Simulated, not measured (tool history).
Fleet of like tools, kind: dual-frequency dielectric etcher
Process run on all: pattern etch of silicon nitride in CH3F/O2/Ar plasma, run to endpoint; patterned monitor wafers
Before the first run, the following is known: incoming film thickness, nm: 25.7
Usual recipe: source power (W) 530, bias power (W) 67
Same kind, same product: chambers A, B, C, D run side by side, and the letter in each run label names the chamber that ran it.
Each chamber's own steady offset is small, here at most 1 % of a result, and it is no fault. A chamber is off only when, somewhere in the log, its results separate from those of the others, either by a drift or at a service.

run,day,source power (W),bias power (W),endpoint time (s)
1B,0.258,530,67,34.176
2C,0.467,530,67,34.427
3A,0.85,530,67,34.524
4D,1.308,530,67,34.461
5B,1.65,530,67,34.22
6A,1.892,530,67,34.066
# day 1.967: chamber D: wet clean of the chamber
7C,2.279,530,67,33.966
8D,2.742,530,67,34.591
9D,3.079,530,67,34.984
10B,3.5,530,67,34.062
11C,3.783,530,67,34.167
12A,4.108,530,67,34.168
13B,4.467,530,67,33.691
# day 4.529: chamber C: wet clean of the chamber
# day 4.746: chamber C: bias power generator calibrated
14A,4.912,530,67,34.752
15D,5.238,530,67,34.72
16C,5.571,530,67,33.785
17B,5.825,530,67,34.081
18D,6.217,530,67,33.831
19C,6.462,530,67,34.016
20A,6.754,530,60,36.017
21B,7.017,530,60,35.205
22C,7.408,530,60,35.152
23D,7.617,530,60,36.015
24A,8.012,410,67,39.07
25C,8.354,410,67,37.443
26A,8.658,410,67,39.57
27D,9.008,410,67,37.769
28B,9.379,530,67,34.105

Is one chamber off against the others, does the gauge drift, or is nothing wrong? If a chamber is off, say which, and what the likeliest cause is.

It is chamber A that slowly wanders off from its peers.
Likeliest cause: etch rate under this chamber's usual, % = 5.28.

Chamber A could run next with any of the 4 candidate recipes listed below; each alters the usual settings, and their results appear as question marks. Which one brings its results back in line with what the other chambers deliver on the usual settings?
Counts as in line when no further than this from what the other chambers average on the usual settings: endpoint time (s) 1
29A-1,9.721,610,67,?
29A-2,9.721,620,78,?
29A-3,9.721,530,47,?
29A-4,9.721,490,62,?

The other chambers' mean on the usual settings: endpoint time (s) 34.209
run,endpoint time (s)
29A-1,34.411
29A-2,32.506
29A-3,40.643
29A-4,38.403
Change 29A-1 lands the chamber within the allowed miss of the other chambers.
